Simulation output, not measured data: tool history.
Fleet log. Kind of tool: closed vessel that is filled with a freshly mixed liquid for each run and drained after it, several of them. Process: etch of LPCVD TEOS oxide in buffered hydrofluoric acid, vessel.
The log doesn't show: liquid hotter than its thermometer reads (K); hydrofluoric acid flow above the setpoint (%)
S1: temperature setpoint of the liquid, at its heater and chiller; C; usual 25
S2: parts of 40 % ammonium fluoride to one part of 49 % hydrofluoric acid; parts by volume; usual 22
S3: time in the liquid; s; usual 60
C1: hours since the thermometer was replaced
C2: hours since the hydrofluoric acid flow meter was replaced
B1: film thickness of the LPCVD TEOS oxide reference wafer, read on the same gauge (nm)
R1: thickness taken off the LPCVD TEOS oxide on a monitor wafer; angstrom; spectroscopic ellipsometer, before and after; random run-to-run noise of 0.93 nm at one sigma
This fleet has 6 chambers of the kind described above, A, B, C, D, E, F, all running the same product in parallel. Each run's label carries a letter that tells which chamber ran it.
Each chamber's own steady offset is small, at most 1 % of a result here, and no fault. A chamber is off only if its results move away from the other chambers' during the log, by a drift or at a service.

run     day  S1  S2  S3      C1      C2      B1       R1
      0.208  -- chamber B: hydrofluoric acid flow meter replaced
 1C   0.367  25  22  60   499.3   678.4  90.025  1381.20
 2A   0.833  25  22  60   838.8   654.5  89.987  1389.80
 3D   1.404  25  22  60   442.5   175.2  89.958  1387.50
 4E   1.725  25  22  60  1046.7   542.0  89.993  1378.00
 5B   2.283  25  22  60   602.6    49.8  89.990  1368.20
 6F   2.654  25  22  60  1007.4   122.8  89.962  1381.40
 7C   3.221  25  22  60   567.8   746.9  90.027  1371.00
 8D   3.646  28  22  60   496.3   229.0  90.010  1626.70
 9F   4.096  28  22  60  1042.0   157.4  90.021  1637.80
10A   4.662  28  22  60   930.7   746.4  90.032  1651.20
11B   5.188  28  22  60   672.3   119.5  90.038  1620.10
12E   5.792  28  22  60  1144.3   639.6  90.023  1628.80
13D   6.196  28  22  60   557.5   290.2  90.018  1644.30
14C   6.533  25  26  60   647.3   826.4  89.976  1245.50
      6.779  -- chamber A: thermometer replaced
15E   7.100  25  26  60  1175.7   671.0  89.976  1230.90
16A   7.488  25  26  60    17.0   814.2  90.006  1239.90
17F   7.862  25  26  60  1132.4   247.8  89.961  1240.70
18B   8.467  25  26  60   751.0   198.2  90.006  1225.30
19D   8.925  25  26  60   623.0   355.7  89.978  1248.90
20C   9.271  25  22  60   713.0   892.1  90.005  1418.60
21B   9.754  25  22  60   781.9   229.1  89.983  1386.60
22E  10.233  25  22  35  1250.9   746.2  90.026   799.90
23A  10.538  25  22  35    90.2   887.4  90.019   805.06
     10.954  -- chamber D: hydrofluoric acid flow meter replaced
24F  10.988  25  22  35  1207.4   322.8  89.988   811.95
25A  11.279  25  22  35   108.0   905.2  90.025   809.70
26C  11.721  25  22  35   771.8   950.9  89.949   836.60
27D  12.296  25  22  35   703.9    32.3  90.051   814.14
28B  12.642  25  22  60   851.2   298.4  90.005  1373.30
29E  13.125  25  22  60  1320.3   815.6  90.006  1372.80
30F  13.512  25  22  60  1268.0   383.4  90.039  1415.00
31A  14.075  25  22  60   175.1   972.3  89.989  1393.40
     14.450  -- chamber B: thermometer replaced
32B  14.488  25  22  60     1.0   342.7  89.988  1366.50
33F  15.029  25  22  60  1304.4   419.8  89.972  1383.00
34C  15.392  25  22  60   859.9  1039.0  89.987  1461.00
35E  15.988  25  22  60  1389.0   884.3  90.017  1386.60
36D  16.633  25  22  60   808.0   136.4  90.040  1416.50

One chamber off, gauge drift, or nothing amiss beyond the chambers' own small offsets? If it is a chamber, which one, and what is the likeliest cause?

Little by little, chamber C moves away from the other chambers.
Cause: hydrofluoric acid flow above the setpoint (%) = 8.57.
The log may not separate it from: liquid hotter than its thermometer reads (K).

Which of the 4 candidates below, each the usual settings with something changed and its results left as question marks, puts chamber C back in line with what the other chambers give on the usual settings?
In-line tolerance around the mean of the other chambers on the usual settings: R1 33.00 angstrom
37C-1  17.104  26  22.0  60               ?
37C-2  17.104  25  22.5  60               ?
37C-3  17.104  25  21.5  60               ?
37C-4  17.104  25  23.5  60               ?

Other chambers, usual settings, mean: R1 1391.10 angstrom
  run       R1
37C-1  1550.20
37C-2  1445.60
37C-3  1496.70
37C-4  1402.40
It is 37C-4 that realigns the chamber with its peers.
